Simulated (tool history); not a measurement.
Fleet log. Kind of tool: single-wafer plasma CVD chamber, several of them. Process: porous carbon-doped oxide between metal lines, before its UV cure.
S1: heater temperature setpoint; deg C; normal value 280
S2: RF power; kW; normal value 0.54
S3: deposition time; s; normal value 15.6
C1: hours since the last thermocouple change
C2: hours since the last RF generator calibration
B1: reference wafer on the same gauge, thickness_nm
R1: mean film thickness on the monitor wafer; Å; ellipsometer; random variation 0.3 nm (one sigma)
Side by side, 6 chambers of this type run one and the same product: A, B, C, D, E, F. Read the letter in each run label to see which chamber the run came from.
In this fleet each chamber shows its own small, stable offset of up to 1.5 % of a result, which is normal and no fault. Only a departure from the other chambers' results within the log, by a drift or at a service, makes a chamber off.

{"run": "1F", "hour": 6.6, "S1": 280, "S2": 0.54, "S3": 15.6, "C1": 672.5, "C2": 1768.7, "B1": 84.973, "R1": 1020}
{"run": "2C", "hour": 16.2, "S1": 280, "S2": 0.54, "S3": 15.6, "C1": 1302.1, "C2": 2413, "B1": 84.984, "R1": 1028.9}
{"run": "3B", "hour": 27.4, "S1": 280, "S2": 0.54, "S3": 15.6, "C1": 1721.7, "C2": 320, "B1": 84.924, "R1": 1026.2}
{"run": "4A", "hour": 37.1, "S1": 280, "S2": 0.54, "S3": 15.6, "C1": 173.6, "C2": 428.8, "B1": 84.969, "R1": 1032.9}
{"run": "5E", "hour": 47.7, "S1": 280, "S2": 0.54, "S3": 15.6, "C1": 883.6, "C2": 1799.8, "B1": 84.971, "R1": 1024.6}
{"run": "6D", "hour": 55.6, "S1": 280, "S2": 0.54, "S3": 15.6, "C1": 1340.2, "C2": 510.6, "B1": 84.971, "R1": 1038.5}
{"run": "7C", "hour": 62.3, "S1": 280, "S2": 0.54, "S3": 15.6, "C1": 1348.2, "C2": 2459.1, "B1": 85.033, "R1": 1029.7}
{"run": "8E", "hour": 73.2, "S1": 280, "S2": 0.54, "S3": 15.6, "C1": 909.1, "C2": 1825.3, "B1": 84.938, "R1": 1024.9}
{"run": "9F", "hour": 78.4, "S1": 280, "S2": 0.54, "S3": 15.6, "C1": 744.3, "C2": 1840.5, "B1": 85.037, "R1": 1015.8}
{"run": "10B", "hour": 87.5, "S1": 280, "S2": 0.54, "S3": 15.6, "C1": 1781.8, "C2": 380.1, "B1": 84.966, "R1": 1030.5}
{"run": "11D", "hour": 98.2, "S1": 280, "S2": 0.54, "S3": 15.6, "C1": 1382.8, "C2": 553.2, "B1": 84.98, "R1": 1037.1}
{"run": "12A", "hour": 107.6, "S1": 280, "S2": 0.54, "S3": 15.6, "C1": 244.1, "C2": 499.3, "B1": 84.979, "R1": 1034.2}
{"hour": 114.5, "done": "chamber C: RF generator calibrated"}
{"run": "13B", "hour": 118.3, "S1": 266, "S2": 0.475, "S3": 15.6, "C1": 1812.6, "C2": 410.9, "B1": 85.015, "R1": 1030.1}
{"run": "14D", "hour": 126.1, "S1": 266, "S2": 0.475, "S3": 15.6, "C1": 1410.7, "C2": 581.1, "B1": 85.057, "R1": 1046.4}
{"hour": 130.8, "done": "chamber E: RF generator calibrated"}
{"run": "15A", "hour": 137.0, "S1": 266, "S2": 0.475, "S3": 15.6, "C1": 273.5, "C2": 528.7, "B1": 84.927, "R1": 1033.6}
{"run": "16C", "hour": 147.4, "S1": 266, "S2": 0.475, "S3": 15.6, "C1": 1433.3, "C2": 33, "B1": 84.97, "R1": 1037.1}
{"run": "17E", "hour": 157.5, "S1": 266, "S2": 0.475, "S3": 15.6, "C1": 993.4, "C2": 26.8, "B1": 84.964, "R1": 1031.1}
{"run": "18F", "hour": 164.8, "S1": 266, "S2": 0.475, "S3": 15.6, "C1": 830.7, "C2": 1926.9, "B1": 85.037, "R1": 1017.4}
{"hour": 174.8, "done": "chamber D: thermocouple changed; heater temperature recalibrated"}
{"run": "19C", "hour": 174.8, "S1": 280, "S2": 0.54, "S3": 15.6, "C1": 1460.7, "C2": 60.4, "B1": 85.09, "R1": 1030.3}
{"run": "20A", "hour": 184.4, "S1": 280, "S2": 0.54, "S3": 15.6, "C1": 320.9, "C2": 576.1, "B1": 84.974, "R1": 1036.1}
{"run": "21E", "hour": 191.8, "S1": 271, "S2": 0.485, "S3": 15.6, "C1": 1027.7, "C2": 61.1, "B1": 84.983, "R1": 1017}
{"hour": 196.4, "done": "chamber E: thermocouple changed; heater temperature recalibrated"}
{"run": "22F", "hour": 200.1, "S1": 271, "S2": 0.485, "S3": 15.6, "C1": 866, "C2": 1962.2, "B1": 84.971, "R1": 1007.6}
{"run": "23B", "hour": 208.0, "S1": 271, "S2": 0.485, "S3": 15.6, "C1": 1902.3, "C2": 500.6, "B1": 85.009, "R1": 1012.2}
{"run": "24D", "hour": 213.5, "S1": 271, "S2": 0.485, "S3": 15.6, "C1": 38.7, "C2": 668.5, "B1": 84.999, "R1": 979.66}
{"run": "25C", "hour": 218.6, "S1": 271, "S2": 0.485, "S3": 15.6, "C1": 1504.5, "C2": 104.2, "B1": 84.944, "R1": 1012.3}
{"run": "26D", "hour": 229.1, "S1": 271, "S2": 0.485, "S3": 15.6, "C1": 54.3, "C2": 684.1, "B1": 84.999, "R1": 982.98}
{"hour": 236.0, "done": "chamber F: RF generator calibrated"}
{"run": "27F", "hour": 236.9, "S1": 280, "S2": 0.54, "S3": 15.6, "C1": 902.8, "C2": 0.9, "B1": 84.968, "R1": 1021.7}
{"run": "28B", "hour": 245.1, "S1": 280, "S2": 0.54, "S3": 15.6, "C1": 1939.4, "C2": 537.7, "B1": 85.002, "R1": 1030}
{"run": "29E", "hour": 253.8, "S1": 280, "S2": 0.54, "S3": 15.6, "C1": 57.4, "C2": 123.1, "B1": 84.985, "R1": 1018.6}
{"run": "30A", "hour": 260.3, "S1": 280, "S2": 0.54, "S3": 15.6, "C1": 396.8, "C2": 652, "B1": 85.012, "R1": 1031.6}
{"run": "31E", "hour": 269.8, "S1": 280, "S2": 0.54, "S3": 15.6, "C1": 73.4, "C2": 139.1, "B1": 85.003, "R1": 1026}
{"run": "32F", "hour": 278.2, "S1": 280, "S2": 0.54, "S3": 15.6, "C1": 944.1, "C2": 42.2, "B1": 84.964, "R1": 1018}
{"run": "33C", "hour": 285.7, "S1": 280, "S2": 0.54, "S3": 15.6, "C1": 1571.6, "C2": 171.3, "B1": 84.985, "R1": 1027.5}
{"run": "34A", "hour": 295.4, "S1": 280, "S2": 0.54, "S3": 15.6, "C1": 431.9, "C2": 687.1, "B1": 84.983, "R1": 1034.4}
{"run": "35D", "hour": 300.8, "S1": 280, "S2": 0.54, "S3": 15.6, "C1": 126, "C2": 755.8, "B1": 85.002, "R1": 997.78}
{"run": "36B", "hour": 306.3, "S1": 280, "S2": 0.54, "S3": 15.6, "C1": 2000.6, "C2": 598.9, "B1": 85, "R1": 1024.2}
{"run": "37F", "hour": 312.1, "S1": 280, "S2": 0.54, "S3": 15.6, "C1": 978, "C2": 76.1, "B1": 84.99, "R1": 1021.1}
{"run": "38B", "hour": 318.6, "S1": 280, "S2": 0.54, "S3": 15.6, "C1": 2012.9, "C2": 611.2, "B1": 85.002, "R1": 1022.3}
{"run": "39C", "hour": 326.3, "S1": 280, "S2": 0.54, "S3": 15.6, "C1": 1612.2, "C2": 211.9, "B1": 84.895, "R1": 1024.2}
{"run": "40A", "hour": 332.7, "S1": 280, "S2": 0.54, "S3": 15.6, "C1": 469.2, "C2": 724.4, "B1": 85.021, "R1": 1030.6}
{"run": "41D", "hour": 339.0, "S1": 280, "S2": 0.54, "S3": 15.6, "C1": 164.2, "C2": 794, "B1": 84.973, "R1": 998.12}
{"run": "42E", "hour": 349.5, "S1": 280, "S2": 0.54, "S3": 17.5, "C1": 153.1, "C2": 218.8, "B1": 85.027, "R1": 1144.8}
{"run": "43A", "hour": 356.9, "S1": 280, "S2": 0.54, "S3": 17.5, "C1": 493.4, "C2": 748.6, "B1": 85.031, "R1": 1154.3}
{"run": "44B", "hour": 365.8, "S1": 280, "S2": 0.54, "S3": 17.5, "C1": 2060.1, "C2": 658.4, "B1": 84.903, "R1": 1145}

For the next run the whole fleet of 6 chambers uses the same settings. Give each chamber's results:
{"run": "45A", "hour": 373.8, "S1": 293, "S2": 0.54, "S3": 15.6, "R1": "?"}
{"run": "45B", "hour": 373.8, "S1": 293, "S2": 0.54, "S3": 15.6, "R1": "?"}
{"run": "45C", "hour": 373.8, "S1": 293, "S2": 0.54, "S3": 15.6, "R1": "?"}
{"run": "45D", "hour": 373.8, "S1": 293, "S2": 0.54, "S3": 15.6, "R1": "?"}
{"run": "45E", "hour": 373.8, "S1": 293, "S2": 0.54, "S3": 15.6, "R1": "?"}
{"run": "45F", "hour": 373.8, "S1": 293, "S2": 0.54, "S3": 15.6, "R1": "?"}

run=45A R1=949.48
run=45B R1=945.07
run=45C R1=949.62
run=45D R1=924.62
run=45E R1=946.86
run=45F R1=945.61
